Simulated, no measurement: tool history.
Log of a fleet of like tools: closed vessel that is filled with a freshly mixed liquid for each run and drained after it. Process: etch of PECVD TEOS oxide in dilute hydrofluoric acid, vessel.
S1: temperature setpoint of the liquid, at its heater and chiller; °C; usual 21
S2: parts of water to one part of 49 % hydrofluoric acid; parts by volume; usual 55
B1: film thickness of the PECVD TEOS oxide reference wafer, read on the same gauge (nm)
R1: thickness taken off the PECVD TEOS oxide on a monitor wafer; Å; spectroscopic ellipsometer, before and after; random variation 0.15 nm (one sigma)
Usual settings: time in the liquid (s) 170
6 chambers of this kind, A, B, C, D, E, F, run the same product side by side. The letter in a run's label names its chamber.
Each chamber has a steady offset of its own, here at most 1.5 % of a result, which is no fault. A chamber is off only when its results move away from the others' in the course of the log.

run 1C hour=6.8 | S1=21 S2=55 time_in_the_liquid_(s)=170 | B1=109.99 | R1=372.22
run 2D hour=11.7 | S1=21 S2=55 time_in_the_liquid_(s)=170 | B1=109.98 | R1=372.83
run 3B hour=21.7 | S1=21 S2=55 time_in_the_liquid_(s)=170 | B1=110.02 | R1=375.87
run 4E hour=31.4 | S1=21 S2=55 time_in_the_liquid_(s)=170 | B1=109.99 | R1=376.81
run 5F hour=36.7 | S1=21 S2=55 time_in_the_liquid_(s)=170 | B1=110 | R1=379.07
run 6A hour=46.1 | S1=21 S2=55 time_in_the_liquid_(s)=170 | B1=110.01 | R1=373.47
run 7A hour=50.6 | S1=21 S2=55 time_in_the_liquid_(s)=170 | B1=110 | R1=372.19
run 8B hour=60.1 | S1=21 S2=55 time_in_the_liquid_(s)=170 | B1=109.98 | R1=378.13
run 9E hour=66 | S1=21 S2=55 time_in_the_liquid_(s)=170 | B1=110.01 | R1=375.67
run 10F hour=74.6 | S1=21 S2=40 time_in_the_liquid_(s)=170 | B1=110 | R1=532.45
run 11C hour=82 | S1=21 S2=40 time_in_the_liquid_(s)=170 | B1=110.01 | R1=523.79
run 12D hour=90.7 | S1=21 S2=40 time_in_the_liquid_(s)=170 | B1=109.99 | R1=527.52
run 13C hour=97.4 | S1=21 S2=40 time_in_the_liquid_(s)=170 | B1=110.01 | R1=520.04
run 14F hour=103.2 | S1=21 S2=40 time_in_the_liquid_(s)=170 | B1=110.02 | R1=536.27
run 15B hour=107.9 | S1=21 S2=40 time_in_the_liquid_(s)=170 | B1=110 | R1=526.37
run 16D hour=115.3 | S1=21 S2=55 time_in_the_liquid_(s)=170 | B1=110.01 | R1=375.62
run 17A hour=125.5 | S1=21 S2=55 time_in_the_liquid_(s)=170 | B1=110.01 | R1=372.09
run 18E hour=133.4 | S1=21 S2=55 time_in_the_liquid_(s)=170 | B1=109.99 | R1=377.48
run 19F hour=141.5 | S1=21 S2=55 time_in_the_liquid_(s)=170 | B1=110.02 | R1=380.91
run 20B hour=146.2 | S1=21 S2=55 time_in_the_liquid_(s)=170 | B1=109.98 | R1=376.89
run 21C hour=156.5 | S1=19 S2=40 time_in_the_liquid_(s)=170 | B1=110.02 | R1=480.52
run 22E hour=162.9 | S1=19 S2=40 time_in_the_liquid_(s)=170 | B1=109.99 | R1=486.19
run 23D hour=171.1 | S1=19 S2=40 time_in_the_liquid_(s)=170 | B1=109.99 | R1=487.95
run 24A hour=175.8 | S1=19 S2=40 time_in_the_liquid_(s)=170 | B1=110.01 | R1=483.55
run 25E hour=181.4 | S1=19 S2=40 time_in_the_liquid_(s)=170 | B1=110.02 | R1=488.12
-- hour=182.5 chamber E: thermometer replaced
run 26D hour=191.6 | S1=19 S2=40 time_in_the_liquid_(s)=170 | B1=110.02 | R1=485.9
run 27F hour=198.5 | S1=21 S2=55 time_in_the_liquid_(s)=170 | B1=109.99 | R1=382.28
run 28A hour=208.9 | S1=21 S2=55 time_in_the_liquid_(s)=170 | B1=110.01 | R1=372.29
run 29B hour=216.2 | S1=21 S2=55 time_in_the_liquid_(s)=170 | B1=110 | R1=375.93
run 30C hour=226.1 | S1=21 S2=45 time_in_the_liquid_(s)=170 | B1=109.99 | R1=460.64
run 31B hour=231.8 | S1=21 S2=45 time_in_the_liquid_(s)=170 | B1=110.03 | R1=461.11
run 32F hour=241.5 | S1=21 S2=45 time_in_the_liquid_(s)=170 | B1=110 | R1=471.08
run 33D hour=251.8 | S1=21 S2=45 time_in_the_liquid_(s)=170 | B1=110 | R1=468.15
run 34A hour=261.8 | S1=21 S2=45 time_in_the_liquid_(s)=170 | B1=109.98 | R1=466.19
run 35E hour=268.7 | S1=21 S2=45 time_in_the_liquid_(s)=170 | B1=109.99 | R1=477.76
run 36C hour=277.9 | S1=21 S2=55 time_in_the_liquid_(s)=170 | B1=110 | R1=372.95
run 37C hour=282.7 | S1=21 S2=55 time_in_the_liquid_(s)=170 | B1=110.03 | R1=374.65
run 38D hour=290.7 | S1=21 S2=55 time_in_the_liquid_(s)=170 | B1=110.01 | R1=376
run 39A hour=298.1 | S1=21 S2=55 time_in_the_liquid_(s)=170 | B1=110 | R1=372.05

Next, every chamber runs the same settings. What will each give?
run 40A hour=305.5 | S1=21 S2=55 time_in_the_liquid_(s)=110 | R1=?
run 40B hour=305.5 | S1=21 S2=55 time_in_the_liquid_(s)=110 | R1=?
run 40C hour=305.5 | S1=21 S2=55 time_in_the_liquid_(s)=110 | R1=?
run 40D hour=305.5 | S1=21 S2=55 time_in_the_liquid_(s)=110 | R1=?
run 40E hour=305.5 | S1=21 S2=55 time_in_the_liquid_(s)=110 | R1=?
run 40F hour=305.5 | S1=21 S2=55 time_in_the_liquid_(s)=110 | R1=?

run=40A R1=242.57
run=40B R1=243.02
run=40C R1=239.92
run=40D R1=243.33
run=40E R1=253.39
run=40F R1=245.55
